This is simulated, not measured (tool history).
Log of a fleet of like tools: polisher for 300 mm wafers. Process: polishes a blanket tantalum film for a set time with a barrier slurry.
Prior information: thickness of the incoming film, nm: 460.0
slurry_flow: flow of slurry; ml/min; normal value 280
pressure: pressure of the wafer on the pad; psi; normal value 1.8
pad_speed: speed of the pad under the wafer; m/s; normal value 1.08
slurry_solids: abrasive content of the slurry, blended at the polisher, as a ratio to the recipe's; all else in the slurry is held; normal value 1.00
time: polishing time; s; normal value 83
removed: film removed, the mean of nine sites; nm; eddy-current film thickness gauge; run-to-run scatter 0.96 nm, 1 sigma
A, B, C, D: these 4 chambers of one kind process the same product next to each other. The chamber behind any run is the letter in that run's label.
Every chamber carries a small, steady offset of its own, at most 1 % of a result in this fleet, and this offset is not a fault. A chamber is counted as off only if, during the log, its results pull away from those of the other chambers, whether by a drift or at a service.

run	hour	slurry_flow	pressure	pad_speed	slurry_solids	time	removed
1A	14.4	280	1.8	1.08	1.00	83	134.280
2B	26.2	280	1.8	1.08	1.00	83	133.700
# hour 33.0: chamber D: head pressure recalibrated
# hour 33.9: chamber A: worn pad replaced by a new one
3D	39.1	280	1.8	1.08	1.00	83	135.430
4C	49.0	280	1.8	1.08	1.00	83	134.220
5B	56.3	280	1.8	1.08	1.00	83	132.890
6C	69.0	280	1.8	1.08	1.00	83	136.320
# hour 72.2: chamber C: slurry blender recalibrated
7D	75.9	280	1.8	1.08	1.00	83	133.590
# hour 78.5: chamber A: slurry blender recalibrated
8A	88.3	280	1.8	1.08	1.00	83	133.720
9D	96.8	280	1.8	1.08	1.00	83	133.660
# hour 96.9: chamber B: worn pad replaced by a new one
# hour 106.4: chamber B: slurry blender recalibrated
10C	107.3	280	1.8	1.08	1.00	83	136.080
11A	121.1	280	1.8	1.08	1.00	83	132.960
# hour 126.5: chamber D: worn pad replaced by a new one
12B	128.5	280	1.6	1.08	1.00	83	117.270
# hour 129.9: chamber B: head pressure recalibrated
13B	142.9	280	1.6	1.08	1.00	83	116.550
# hour 152.0: chamber C: worn pad replaced by a new one
14A	155.0	280	1.6	1.08	1.00	83	119.820
# hour 161.7: chamber A: worn pad replaced by a new one
15D	163.7	280	1.6	1.08	1.00	83	119.660
16C	176.7	280	1.8	1.08	1.00	83	134.560
17D	186.8	280	1.8	1.08	1.00	83	135.240
18C	194.7	280	1.8	1.08	1.00	83	136.340
# hour 195.1: chamber B: worn pad replaced by a new one
19B	204.1	280	1.8	1.08	1.00	83	133.410
# hour 212.6: chamber C: head pressure recalibrated
20A	213.0	280	1.8	1.08	1.00	83	133.380
# hour 219.6: chamber A: head pressure recalibrated
21A	227.6	280	1.8	1.08	1.00	83	123.180
# hour 229.3: chamber B: slurry blender recalibrated
# hour 241.8: chamber A: slurry nozzle cleaned
22D	243.1	280	1.8	1.08	1.00	83	136.390
23C	257.5	280	1.8	1.08	1.00	83	134.190
24B	270.9	280	1.8	1.08	1.00	83	134.050
25B	277.8	280	1.8	0.84	0.75	83	94.102
26A	286.4	280	1.8	0.84	0.75	83	87.986
# hour 287.3: chamber D: worn pad replaced by a new one
# hour 293.8: chamber D: slurry blender recalibrated
# hour 299.7: chamber A: worn pad replaced by a new one
27C	300.7	280	1.8	0.84	0.75	83	95.804
# hour 310.4: chamber B: worn pad replaced by a new one
28D	314.6	280	1.8	0.84	0.75	83	95.495
29A	324.5	280	1.8	1.08	1.00	83	124.580
# hour 325.1: chamber C: worn pad replaced by a new one
30D	338.6	280	1.8	1.08	1.00	83	133.420
# hour 343.3: chamber B: slurry blender recalibrated
# hour 345.1: chamber B: slurry nozzle cleaned
# hour 350.5: chamber C: slurry blender recalibrated
31C	351.5	280	1.8	1.08	1.00	83	135.440
32B	363.0	280	1.8	1.08	1.00	83	132.300
33C	373.6	280	1.8	1.08	1.00	83	133.990
34B	387.1	280	1.8	1.08	1.00	83	133.480
35D	396.9	280	1.8	1.08	1.00	83	133.280

All 4 chambers run these settings next. Forecast each chamber's results:
36A	408.5	280	1.8	1.08	1.00	83	?
36B	408.5	280	1.8	1.08	1.00	83	?
36C	408.5	280	1.8	1.08	1.00	83	?
36D	408.5	280	1.8	1.08	1.00	83	?

run	removed
36A	125.220
36B	134.370
36C	133.930
36D	137.100

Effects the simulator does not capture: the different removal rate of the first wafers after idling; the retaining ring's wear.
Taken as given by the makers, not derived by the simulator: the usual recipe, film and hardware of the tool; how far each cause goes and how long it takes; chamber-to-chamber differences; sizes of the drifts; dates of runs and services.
